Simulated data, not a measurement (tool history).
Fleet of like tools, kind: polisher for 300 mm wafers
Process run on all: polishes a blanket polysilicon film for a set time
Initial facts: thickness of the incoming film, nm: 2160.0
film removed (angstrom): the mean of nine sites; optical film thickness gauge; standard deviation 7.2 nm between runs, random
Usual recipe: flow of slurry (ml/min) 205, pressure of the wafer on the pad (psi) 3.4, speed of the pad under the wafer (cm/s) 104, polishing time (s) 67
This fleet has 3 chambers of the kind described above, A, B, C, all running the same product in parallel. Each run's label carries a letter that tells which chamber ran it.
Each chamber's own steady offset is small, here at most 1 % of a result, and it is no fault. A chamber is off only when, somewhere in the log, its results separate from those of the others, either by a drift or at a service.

run	hour	flow of slurry (ml/min)	pressure of the wafer on the pad (psi)	speed of the pad under the wafer (cm/s)	polishing time (s)	wafers polished on this pad	hours since the slurry nozzle was cleaned	hours since the head pressure was calibrated	film removed (angstrom)
1A	3.3	205	3.4	104	67	663	256.6	226.3	6042
2B	7.3	205	3.4	104	67	714	472.3	338	5895.1
3C	10.5	205	3.4	104	67	881	27.7	532.7	5849.5
4C	15.8	205	3.4	104	67	937	33	538	5894
5A	19.7	180	3.4	86	67	838	273	242.7	4736.5
6B	23.7	180	3.4	86	67	890	488.7	354.4	4747.7
7C	26.4	180	3.4	86	67	1051	43.6	548.6	4898
8A	30.2	205	3.4	104	67	951	283.5	253.2	5723.3
9B	33.2	205	3.4	104	67	992	498.2	363.9	5861.6
# hour 37.6: chamber B: worn pad replaced by a new one
10A	38.7	205	3.4	104	67	1042	292	261.7	5694.6
11B	41.8	235	3.4	104	75	45	506.8	372.5	6543.1
12C	45.7	235	3.4	104	75	1257	62.9	567.9	6466.9
# hour 48.1: chamber A: worn pad replaced by a new one
13C	50.5	235	3.4	104	75	1309	67.7	572.7	6538
14A	54.5	205	3.4	104	67	68	307.8	277.5	5809
15B	57.2	205	3.4	104	67	210	522.2	387.9	5972.3
16A	61.2	205	3.4	104	67	140	314.5	284.2	5931.1
17B	63.9	205	2.2	84	67	282	528.9	394.6	3068.3
18C	68.4	205	2.2	84	67	1500	85.6	590.6	2966.2
19B	72.6	205	2.2	84	67	375	537.6	403.3	3064.7
20A	77.8	205	2.4	104	54	318	331.1	300.8	3358.2
21C	82.9	205	2.4	104	54	1656	100.1	605.1	3223.6
22C	85.9	205	2.4	104	54	1688	103.1	608.1	3111.8
23B	91.4	205	3.4	104	67	576	556.4	422.1	5771.2
24A	94.1	205	3.4	104	67	492	347.4	317.1	5780.6
25A	98.2	205	3.4	104	67	536	351.5	321.2	5930.4
26C	103.1	205	3.4	104	67	1872	120.3	625.3	5507.4
27B	108.6	205	3.4	104	67	760	573.6	439.3	5770.3
28A	114.2	205	3.4	104	67	708	367.5	337.2	5781.6

Which is it: a chamber that has drifted or been left off by a service, a gauge drift common to all chambers, or only each chamber's usual small offset? If a chamber is off, name it and its likeliest cause.

Little by little, chamber C moves away from the other chambers.
Cause: removal rate lost through wear of the pad, % = 9.13.
From this log alone, it may not be told apart from: slurry flow missing at the pad, %; head's pressure below its setpoint, %.

Chamber C could run next with any of the 4 candidate recipes listed below; each alters the usual settings, and their results appear as question marks. Which one brings its results back in line with what the other chambers deliver on the usual settings?
Allowed miss from the other chambers' usual-settings mean, per result, to count as in line: film removed (angstrom) 250
29C-1	118.3	205	3.7	112	67				?
29C-2	118.3	205	3.2	98	63				?
29C-3	118.3	205	3.4	114	67				?
29C-4	118.3	205	3.3	100	65				?

Average result of the remaining chambers running the usual settings: film removed (angstrom) 5842.6
run	film removed (angstrom)
29C-1	6305.9
29C-2	4488.2
29C-3	5905.3
29C-4	4872.1
29C-3 brings the chamber back in line.
